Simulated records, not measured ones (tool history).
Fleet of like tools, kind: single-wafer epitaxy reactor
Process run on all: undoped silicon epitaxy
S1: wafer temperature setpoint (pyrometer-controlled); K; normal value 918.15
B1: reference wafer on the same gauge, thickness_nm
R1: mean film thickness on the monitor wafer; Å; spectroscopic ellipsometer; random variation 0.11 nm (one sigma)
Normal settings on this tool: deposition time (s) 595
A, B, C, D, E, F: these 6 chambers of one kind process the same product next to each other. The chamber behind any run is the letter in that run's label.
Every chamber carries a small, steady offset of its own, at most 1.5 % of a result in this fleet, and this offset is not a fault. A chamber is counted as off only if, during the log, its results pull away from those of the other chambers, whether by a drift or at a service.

run 1C day=0.558 | S1=918.15 deposition_time_(s)=595 | B1=85.693 | R1=909.99
run 2D day=0.854 | S1=918.15 deposition_time_(s)=595 | B1=85.738 | R1=896.53
run 3A day=1.125 | S1=918.15 deposition_time_(s)=595 | B1=85.724 | R1=890.65
run 4B day=1.542 | S1=918.15 deposition_time_(s)=595 | B1=85.737 | R1=889.18
-- day=1.854 chamber A: pyrometer calibrated
run 5E day=1.933 | S1=918.15 deposition_time_(s)=595 | B1=85.737 | R1=896.69
run 6F day=2.325 | S1=918.15 deposition_time_(s)=595 | B1=85.725 | R1=896.55
run 7A day=2.604 | S1=918.15 deposition_time_(s)=595 | B1=85.742 | R1=891.02
run 8C day=2.900 | S1=918.15 deposition_time_(s)=595 | B1=85.769 | R1=908.40
run 9D day=3.300 | S1=918.15 deposition_time_(s)=595 | B1=85.777 | R1=897.43
run 10F day=3.729 | S1=918.15 deposition_time_(s)=595 | B1=85.792 | R1=898.85
run 11E day=3.983 | S1=918.15 deposition_time_(s)=595 | B1=85.829 | R1=898.67
run 12B day=4.438 | S1=906.15 deposition_time_(s)=686 | B1=85.792 | R1=787.05
run 13F day=4.738 | S1=906.15 deposition_time_(s)=686 | B1=85.809 | R1=794.95
run 14A day=5.008 | S1=906.15 deposition_time_(s)=686 | B1=85.829 | R1=784.65
run 15D day=5.267 | S1=906.15 deposition_time_(s)=686 | B1=85.845 | R1=795.30
run 16E day=5.762 | S1=906.15 deposition_time_(s)=686 | B1=85.836 | R1=790.25
run 17C day=6.333 | S1=906.15 deposition_time_(s)=686 | B1=85.882 | R1=797.87
run 18B day=6.583 | S1=918.15 deposition_time_(s)=595 | B1=85.857 | R1=889.38
run 19B day=6.908 | S1=918.15 deposition_time_(s)=595 | B1=85.840 | R1=892.29
run 20C day=7.429 | S1=918.15 deposition_time_(s)=595 | B1=85.905 | R1=908.68
run 21E day=7.767 | S1=918.15 deposition_time_(s)=595 | B1=85.904 | R1=898.36
run 22F day=8.217 | S1=918.15 deposition_time_(s)=595 | B1=85.903 | R1=898.82
run 23A day=8.783 | S1=918.15 deposition_time_(s)=595 | B1=85.936 | R1=894.00
run 24D day=9.133 | S1=918.15 deposition_time_(s)=595 | B1=85.902 | R1=898.85
run 25C day=9.508 | S1=918.15 deposition_time_(s)=595 | B1=85.935 | R1=910.58
run 26D day=9.921 | S1=918.15 deposition_time_(s)=595 | B1=85.932 | R1=895.47
run 27F day=10.458 | S1=918.15 deposition_time_(s)=595 | B1=85.943 | R1=901.01
run 28E day=10.946 | S1=918.15 deposition_time_(s)=595 | B1=85.944 | R1=901.58
run 29B day=11.200 | S1=918.15 deposition_time_(s)=548 | B1=85.965 | R1=819.63
run 30A day=11.717 | S1=918.15 deposition_time_(s)=548 | B1=85.989 | R1=824.78
run 31B day=12.262 | S1=918.15 deposition_time_(s)=548 | B1=86.014 | R1=821.78
run 32F day=12.525 | S1=918.15 deposition_time_(s)=548 | B1=86.011 | R1=829.38
run 33A day=13.062 | S1=918.15 deposition_time_(s)=548 | B1=86.005 | R1=825.72
run 34C day=13.588 | S1=918.15 deposition_time_(s)=548 | B1=86.019 | R1=837.12
run 35D day=14.142 | S1=918.15 deposition_time_(s)=595 | B1=86.039 | R1=898.17
run 36E day=14.662 | S1=918.15 deposition_time_(s)=595 | B1=86.054 | R1=899.51
run 37E day=14.992 | S1=918.15 deposition_time_(s)=595 | B1=86.069 | R1=898.61
run 38C day=15.325 | S1=918.15 deposition_time_(s)=595 | B1=86.095 | R1=912.60
run 39D day=15.658 | S1=918.15 deposition_time_(s)=595 | B1=86.103 | R1=899.71
run 40F day=16.204 | S1=918.15 deposition_time_(s)=595 | B1=86.084 | R1=900.35
run 41A day=16.683 | S1=918.15 deposition_time_(s)=595 | B1=86.125 | R1=896.48
run 42B day=17.121 | S1=918.15 deposition_time_(s)=595 | B1=86.130 | R1=892.17
run 43B day=17.562 | S1=918.15 deposition_time_(s)=595 | B1=86.122 | R1=892.25

Next, every chamber runs the same settings. What will each give?
run 44A day=17.971 | S1=918.15 deposition_time_(s)=595 | R1=?
run 44B day=17.971 | S1=918.15 deposition_time_(s)=595 | R1=?
run 44C day=17.971 | S1=918.15 deposition_time_(s)=595 | R1=?
run 44D day=17.971 | S1=918.15 deposition_time_(s)=595 | R1=?
run 44E day=17.971 | S1=918.15 deposition_time_(s)=595 | R1=?
run 44F day=17.971 | S1=918.15 deposition_time_(s)=595 | R1=?

run=44A R1=896.75
run=44B R1=892.24
run=44C R1=909.91
run=44D R1=899.72
run=44E R1=899.01
run=44F R1=899.52
